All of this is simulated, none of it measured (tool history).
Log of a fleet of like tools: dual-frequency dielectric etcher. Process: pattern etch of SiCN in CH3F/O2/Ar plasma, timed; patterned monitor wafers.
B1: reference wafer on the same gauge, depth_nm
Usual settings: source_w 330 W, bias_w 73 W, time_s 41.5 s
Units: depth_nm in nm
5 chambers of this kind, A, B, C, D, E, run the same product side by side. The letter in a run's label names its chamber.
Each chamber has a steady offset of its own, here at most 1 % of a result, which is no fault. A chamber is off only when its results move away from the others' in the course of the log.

run 1B hour=7 | source_w=330 bias_w=73 time_s=41.5 | B1=14.004 | depth_nm=14.589
run 2A hour=18.7 | source_w=330 bias_w=73 time_s=41.5 | B1=14 | depth_nm=14.614
run 3C hour=24.9 | source_w=330 bias_w=73 time_s=41.5 | B1=14.001 | depth_nm=14.641
run 4D hour=32.4 | source_w=330 bias_w=73 time_s=41.5 | B1=14 | depth_nm=14.506
run 5E hour=38.1 | source_w=330 bias_w=73 time_s=41.5 | B1=14.007 | depth_nm=14.515
run 6B hour=46.6 | source_w=330 bias_w=73 time_s=37 | B1=13.998 | depth_nm=12.962
run 7A hour=52.2 | source_w=330 bias_w=73 time_s=37 | B1=13.999 | depth_nm=13.038
run 8C hour=60.4 | source_w=330 bias_w=73 time_s=37 | B1=13.998 | depth_nm=13.023
run 9E hour=65.6 | source_w=330 bias_w=73 time_s=37 | B1=14.007 | depth_nm=12.951
run 10D hour=75.7 | source_w=330 bias_w=73 time_s=37 | B1=13.999 | depth_nm=13.054
run 11E hour=85.2 | source_w=330 bias_w=73 time_s=41.5 | B1=14.004 | depth_nm=14.496
run 12D hour=96.6 | source_w=330 bias_w=73 time_s=41.5 | B1=13.995 | depth_nm=14.578
run 13C hour=103.6 | source_w=330 bias_w=73 time_s=41.5 | B1=14 | depth_nm=14.614
-- hour=104.5 chamber D: wet clean of the chamber
run 14A hour=110.7 | source_w=330 bias_w=73 time_s=41.5 | B1=14 | depth_nm=14.699
run 15B hour=119.4 | source_w=270 bias_w=73 time_s=50.5 | B1=13.999 | depth_nm=16.442
run 16E hour=128.3 | source_w=270 bias_w=73 time_s=50.5 | B1=14.006 | depth_nm=16.344
-- hour=139.2 chamber B: wet clean of the chamber
run 17D hour=140.1 | source_w=270 bias_w=73 time_s=50.5 | B1=14.009 | depth_nm=16.651
run 18B hour=146.8 | source_w=270 bias_w=73 time_s=50.5 | B1=13.995 | depth_nm=16.479
run 19A hour=155 | source_w=270 bias_w=73 time_s=50.5 | B1=13.998 | depth_nm=16.476
run 20C hour=166.3 | source_w=330 bias_w=73 time_s=41.5 | B1=13.997 | depth_nm=14.665
run 21E hour=172.5 | source_w=270 bias_w=79 time_s=41.5 | B1=13.993 | depth_nm=13.803
run 22C hour=179 | source_w=270 bias_w=79 time_s=41.5 | B1=13.999 | depth_nm=13.976
run 23A hour=188.2 | source_w=270 bias_w=79 time_s=41.5 | B1=14 | depth_nm=13.989
run 24B hour=199.8 | source_w=270 bias_w=79 time_s=41.5 | B1=14.005 | depth_nm=13.966
run 25D hour=206.2 | source_w=270 bias_w=79 time_s=41.5 | B1=13.985 | depth_nm=14.101
run 26D hour=214.1 | source_w=330 bias_w=73 time_s=41.5 | B1=13.999 | depth_nm=14.826
run 27A hour=223.6 | source_w=330 bias_w=73 time_s=41.5 | B1=13.997 | depth_nm=14.67
run 28E hour=233.4 | source_w=330 bias_w=73 time_s=41.5 | B1=13.998 | depth_nm=14.48
run 29B hour=243.4 | source_w=330 bias_w=73 time_s=41.5 | B1=14.003 | depth_nm=14.485
run 30C hour=249.5 | source_w=330 bias_w=73 time_s=41.5 | B1=13.999 | depth_nm=14.641

All 5 chambers run these settings next. Forecast each chamber's results:
run 31A hour=258 | source_w=330 bias_w=73 time_s=41.5 | depth_nm=?
run 31B hour=258 | source_w=330 bias_w=73 time_s=41.5 | depth_nm=?
run 31C hour=258 | source_w=330 bias_w=73 time_s=41.5 | depth_nm=?
run 31D hour=258 | source_w=330 bias_w=73 time_s=41.5 | depth_nm=?
run 31E hour=258 | source_w=330 bias_w=73 time_s=41.5 | depth_nm=?

run=31A depth_nm=14.625
run=31B depth_nm=14.556
run=31C depth_nm=14.615
run=31D depth_nm=14.832
run=31E depth_nm=14.469

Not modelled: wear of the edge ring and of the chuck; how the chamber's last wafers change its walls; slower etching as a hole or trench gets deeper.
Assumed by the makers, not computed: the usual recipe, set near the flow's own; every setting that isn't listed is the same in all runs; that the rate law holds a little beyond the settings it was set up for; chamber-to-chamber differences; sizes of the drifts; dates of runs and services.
